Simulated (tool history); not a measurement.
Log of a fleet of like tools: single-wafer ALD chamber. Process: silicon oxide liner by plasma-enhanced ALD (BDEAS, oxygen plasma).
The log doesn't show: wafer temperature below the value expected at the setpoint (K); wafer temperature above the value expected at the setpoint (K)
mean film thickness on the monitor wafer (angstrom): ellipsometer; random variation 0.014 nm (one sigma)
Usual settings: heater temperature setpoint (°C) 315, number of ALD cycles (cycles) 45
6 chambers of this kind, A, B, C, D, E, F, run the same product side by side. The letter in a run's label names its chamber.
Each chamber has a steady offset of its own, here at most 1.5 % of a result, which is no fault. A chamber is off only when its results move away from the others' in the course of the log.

run,hour,heater temperature setpoint (°C),number of ALD cycles (cycles),hours since the last thermocouple change,"read-back reference wafer on the same gauge, thickness_nm",mean film thickness on the monitor wafer (angstrom)
1A,4.2,315,45,881.9,4.7586,41.197
2D,6.9,315,45,1001.1,4.7582,41.047
3C,10.7,315,45,1279.6,4.7597,40.813
4F,15.4,315,45,683.9,4.7590,40.510
5E,17.6,315,54,2303.0,4.7599,49.191
6B,21.5,315,54,1412.2,4.7604,49.261
7F,26.1,315,54,694.6,4.7618,48.410
8B,30.5,315,54,1421.2,4.7599,49.375
9D,34.6,315,54,1028.8,4.7577,49.220
10C,38.6,315,54,1307.5,4.7570,49.492
11A,40.9,315,45,918.6,4.7603,41.057
12E,45.2,315,45,2330.6,4.7581,40.856
13D,49.4,302,45,1043.6,4.7637,41.913
14F,51.7,302,45,720.2,4.7611,41.120
15C,54.8,302,45,1323.7,4.7630,41.747
16B,58.4,302,45,1449.1,4.7560,41.877
17E,62.0,302,45,2347.4,4.7583,41.488
18A,64.3,302,45,942.0,4.7600,41.702
19D,66.5,315,45,1060.7,4.7556,40.879
20A,70.8,315,45,948.5,4.7569,41.072
21C,75.7,315,45,1344.6,4.7595,40.894
22E,77.9,315,45,2363.3,4.7583,40.782
23F,80.2,315,45,748.7,4.7616,40.423
24B,84.3,315,45,1475.0,4.7586,40.854
25F,87.5,307,51,756.0,4.7557,46.222
26C,91.4,307,51,1360.3,4.7606,47.181
27D,95.6,307,51,1089.8,4.7592,47.274
28E,98.5,307,51,2383.9,4.7564,46.513
29A,100.6,307,51,978.3,4.7577,46.761
30B,102.7,307,51,1493.4,4.7613,47.460
31A,105.4,315,45,983.1,4.7549,41.026
32D,107.7,315,45,1101.9,4.7609,41.200
33C,110.3,315,45,1379.2,4.7622,41.041
34E,113.1,307,42,2398.5,4.7595,38.745
35B,115.2,307,42,1505.9,4.7593,38.593
36F,119.0,307,42,787.5,4.7626,38.363
37C,123.4,307,42,1392.3,4.7601,38.755
38A,126.4,307,42,1004.1,4.7587,38.855
39E,129.2,307,42,2414.6,4.7588,38.617

All 6 chambers run these settings next. Forecast each chamber's results:
40A,132.7,303,45,,,?
40B,132.7,303,45,,,?
40C,132.7,303,45,,,?
40D,132.7,303,45,,,?
40E,132.7,303,45,,,?
40F,132.7,303,45,,,?

run,mean film thickness on the monitor wafer (angstrom)
40A,41.666
40B,41.716
40C,41.812
40D,41.965
40E,41.529
40F,41.244
